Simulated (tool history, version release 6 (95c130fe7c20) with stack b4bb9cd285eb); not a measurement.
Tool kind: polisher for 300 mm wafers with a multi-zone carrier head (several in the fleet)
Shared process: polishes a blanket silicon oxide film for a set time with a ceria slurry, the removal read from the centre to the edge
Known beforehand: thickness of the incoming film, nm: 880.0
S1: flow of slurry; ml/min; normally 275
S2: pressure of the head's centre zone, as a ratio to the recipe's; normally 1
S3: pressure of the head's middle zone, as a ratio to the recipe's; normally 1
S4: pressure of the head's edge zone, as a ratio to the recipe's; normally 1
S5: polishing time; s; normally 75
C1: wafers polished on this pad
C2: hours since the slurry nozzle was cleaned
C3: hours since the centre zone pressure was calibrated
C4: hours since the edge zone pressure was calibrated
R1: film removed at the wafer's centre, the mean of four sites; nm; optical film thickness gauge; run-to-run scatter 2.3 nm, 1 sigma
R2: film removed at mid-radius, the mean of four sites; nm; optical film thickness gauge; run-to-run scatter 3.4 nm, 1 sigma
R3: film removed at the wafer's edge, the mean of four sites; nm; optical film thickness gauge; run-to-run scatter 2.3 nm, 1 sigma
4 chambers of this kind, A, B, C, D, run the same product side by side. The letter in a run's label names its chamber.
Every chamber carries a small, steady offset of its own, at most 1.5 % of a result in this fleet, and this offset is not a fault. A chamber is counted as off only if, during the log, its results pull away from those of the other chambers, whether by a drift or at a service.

Run 1A, hour 3.8: usual settings; C1 814; C2 219.3; C3 261.1; C4 330.4. Result: R1 355.95 nm, R2 359.67 nm, R3 357.11 nm.
Run 2C, hour 8.6: usual settings; C1 386; C2 226.4; C3 878.5; C4 414.6. Result: R1 360.96 nm, R2 359.62 nm, R3 357.36 nm.
Run 3B, hour 12.7: usual settings; C1 500; C2 572.9; C3 609.3; C4 132.4. Result: R1 355.7 nm, R2 350.8 nm, R3 357.52 nm.
At hour 14.1: chamber B: slurry nozzle cleaned.
At hour 14.8: chamber D: worn pad replaced by a new one.
Run 4D, hour 17.8: usual settings; C1 21; C2 695.3; C3 972.9; C4 316.5. Result: R1 353.24 nm, R2 367.4 nm, R3 362.76 nm.
Run 5A, hour 20.9: usual settings; C1 936; C2 236.4; C3 278.2; C4 347.5. Result: R1 359.17 nm, R2 354.27 nm, R3 358.02 nm.
Run 6B, hour 23.5: usual settings; C1 577; C2 9.5; C3 620.1; C4 143.2. Result: R1 356.5 nm, R2 349.73 nm, R3 353.04 nm.
Run 7D, hour 25.9: usual settings; C1 79; C2 703.4; C3 981; C4 324.6. Result: R1 355.57 nm, R2 357.97 nm, R3 356.76 nm.
Run 8C, hour 28.9: usual settings; C1 531; C2 246.7; C3 898.8; C4 434.9. Result: R1 354.71 nm, R2 353.58 nm, R3 352.73 nm.
At hour 30.5: chamber A: slurry nozzle cleaned.
Run 9D, hour 31.8: usual settings; C1 121; C2 709.3; C3 986.9; C4 330.5. Result: R1 349.63 nm, R2 358.56 nm, R3 357.02 nm.
Run 10A, hour 34.7: usual settings but S4 1.06; C1 1034; C2 4.2; C3 292; C4 361.3. Result: R1 359.47 nm, R2 347.74 nm, R3 370.42 nm.
At hour 35.8: chamber C: worn pad replaced by a new one.
Run 11C, hour 38.5: usual settings but S4 1.06; C1 19; C2 256.3; C3 908.4; C4 444.5. Result: R1 357.89 nm, R2 352.58 nm, R3 367.68 nm.
Run 12B, hour 42.5: usual settings but S4 1.06; C1 712; C2 28.5; C3 639.1; C4 162.2. Result: R1 352.85 nm, R2 350.52 nm, R3 364.86 nm.
Run 13D, hour 47.2: usual settings but S4 1.06; C1 230; C2 724.7; C3 1002.3; C4 345.9. Result: R1 354.3 nm, R2 354.19 nm, R3 365.2 nm.
Run 14C, hour 50.8: usual settings; C1 107; C2 268.6; C3 920.7; C4 456.8. Result: R1 361.53 nm, R2 355.48 nm, R3 354.84 nm.
Run 15B, hour 54.2: usual settings; C1 795; C2 40.2; C3 650.8; C4 173.9. Result: R1 354.86 nm, R2 347.79 nm, R3 348.94 nm.
Run 16A, hour 57.6: usual settings; C1 1197; C2 27.1; C3 314.9; C4 384.2. Result: R1 352.65 nm, R2 349 nm, R3 356.52 nm.
Run 17C, hour 62.7: usual settings but S5 58 s; C1 191; C2 280.5; C3 932.6; C4 468.7. Result: R1 278.14 nm, R2 280.57 nm, R3 275.54 nm.
Run 18D, hour 65.6: usual settings but S5 58 s; C1 361; C2 743.1; C3 1020.7; C4 364.3. Result: R1 270.56 nm, R2 276.54 nm, R3 278.48 nm.
Run 19A, hour 69.3: usual settings but S5 58 s; C1 1280; C2 38.8; C3 326.6; C4 395.9. Result: R1 273.95 nm, R2 275.16 nm, R3 275.88 nm.
Run 20B, hour 72.9: usual settings but S5 58 s; C1 928; C2 58.9; C3 669.5; C4 192.6. Result: R1 265.4 nm, R2 265.01 nm, R3 263.43 nm.
Run 21A, hour 77.3: usual settings but S2 1.05, S5 90 s; C1 1336; C2 46.8; C3 334.6; C4 403.9. Result: R1 449.82 nm, R2 433.98 nm, R3 425.28 nm.
At hour 78.9: chamber D: slurry nozzle cleaned.
Run 22C, hour 79.8: usual settings but S2 1.05, S5 90 s; C1 313; C2 297.6; C3 949.7; C4 485.8. Result: R1 456.02 nm, R2 426.48 nm, R3 422.11 nm.
Run 23D, hour 82.8: usual settings but S2 1.05, S5 90 s; C1 483; C2 4; C3 1037.9; C4 381.5. Result: R1 441.11 nm, R2 431.21 nm, R3 431.54 nm.
At hour 85.9: chamber A: worn pad replaced by a new one.
Run 24B, hour 86.3: usual settings but S2 1.05, S5 90 s; C1 1023; C2 72.3; C3 682.9; C4 206. Result: R1 427.01 nm, R2 400.71 nm, R3 406.38 nm.
Run 25B, hour 89.7: usual settings; C1 1047; C2 75.7; C3 686.3; C4 209.4. Result: R1 334.49 nm, R2 335.23 nm, R3 332.42 nm.
At hour 90.3: chamber D: worn pad replaced by a new one.
Run 26A, hour 93.1: usual settings but S1 245 ml/min, S3 1.09; C1 51; C2 62.6; C3 350.4; C4 419.7. Result: R1 356.12 nm, R2 381.33 nm, R3 352.63 nm.
Run 27C, hour 97.5: usual settings but S1 245 ml/min, S3 1.09; C1 438; C2 315.3; C3 967.4; C4 503.5. Result: R1 355.79 nm, R2 387.41 nm, R3 348.49 nm.
Run 28D, hour 100.7: usual settings but S1 245 ml/min, S3 1.09; C1 74; C2 21.9; C3 1055.8; C4 399.4. Result: R1 345.97 nm, R2 385.22 nm, R3 357.58 nm.
Run 29B, hour 105.5: usual settings but S1 245 ml/min, S3 1.09; C1 1159; C2 91.5; C3 702.1; C4 225.2. Result: R1 326.07 nm, R2 353.39 nm, R3 332.09 nm.
Run 30A, hour 109: usual settings; C1 164; C2 78.5; C3 366.3; C4 435.6. Result: R1 356.99 nm, R2 356.29 nm, R3 358.19 nm.

Is one chamber out of step, is the gauge drifting, or do the chambers differ by no more than their own small offsets? For an off chamber, give its letter and the likeliest cause.

Chamber B drifts away from the others.
Likeliest cause: removal rate lost through wear of the pad, % = 7.21.
The log may not tell that from: slurry flow missing at the pad, %.

Chamber B could run next with any of the 4 candidate recipes listed below; each alters the usual settings, and their results appear as question marks. Which one brings its results back in line with what the other chambers deliver on the usual settings?
In line here means within this much of the mean the other chambers give on the usual settings: R1 8.1 nm; R2 12 nm; R3 8.1 nm
Run 31B-1, hour 112.7: usual settings but S3 1.01, S5 81 s. Result: R1 ?, R2 ?, R3 ?.
Run 31B-2, hour 112.7: usual settings but S3 0.99, S5 69 s. Result: R1 ?, R2 ?, R3 ?.
Run 31B-3, hour 112.7: usual settings but S1 280 ml/min, S3 1.01, S5 86 s. Result: R1 ?, R2 ?, R3 ?.
Run 31B-4, hour 112.7: usual settings but S1 270 ml/min, S3 0.99, S5 65 s. Result: R1 ?, R2 ?, R3 ?.

Mean of the other chambers on the usual settings: R1 356.58 nm; R2 357.77 nm; R3 357.05 nm
  run      R1      R2      R3
31B-1  357.07  358.24  356.46
31B-2  304.12  299.57  303.74
31B-3   379.9  381.07  379.01
31B-4  285.87  281.65  285.71
31B-1 brings the chamber back in line.

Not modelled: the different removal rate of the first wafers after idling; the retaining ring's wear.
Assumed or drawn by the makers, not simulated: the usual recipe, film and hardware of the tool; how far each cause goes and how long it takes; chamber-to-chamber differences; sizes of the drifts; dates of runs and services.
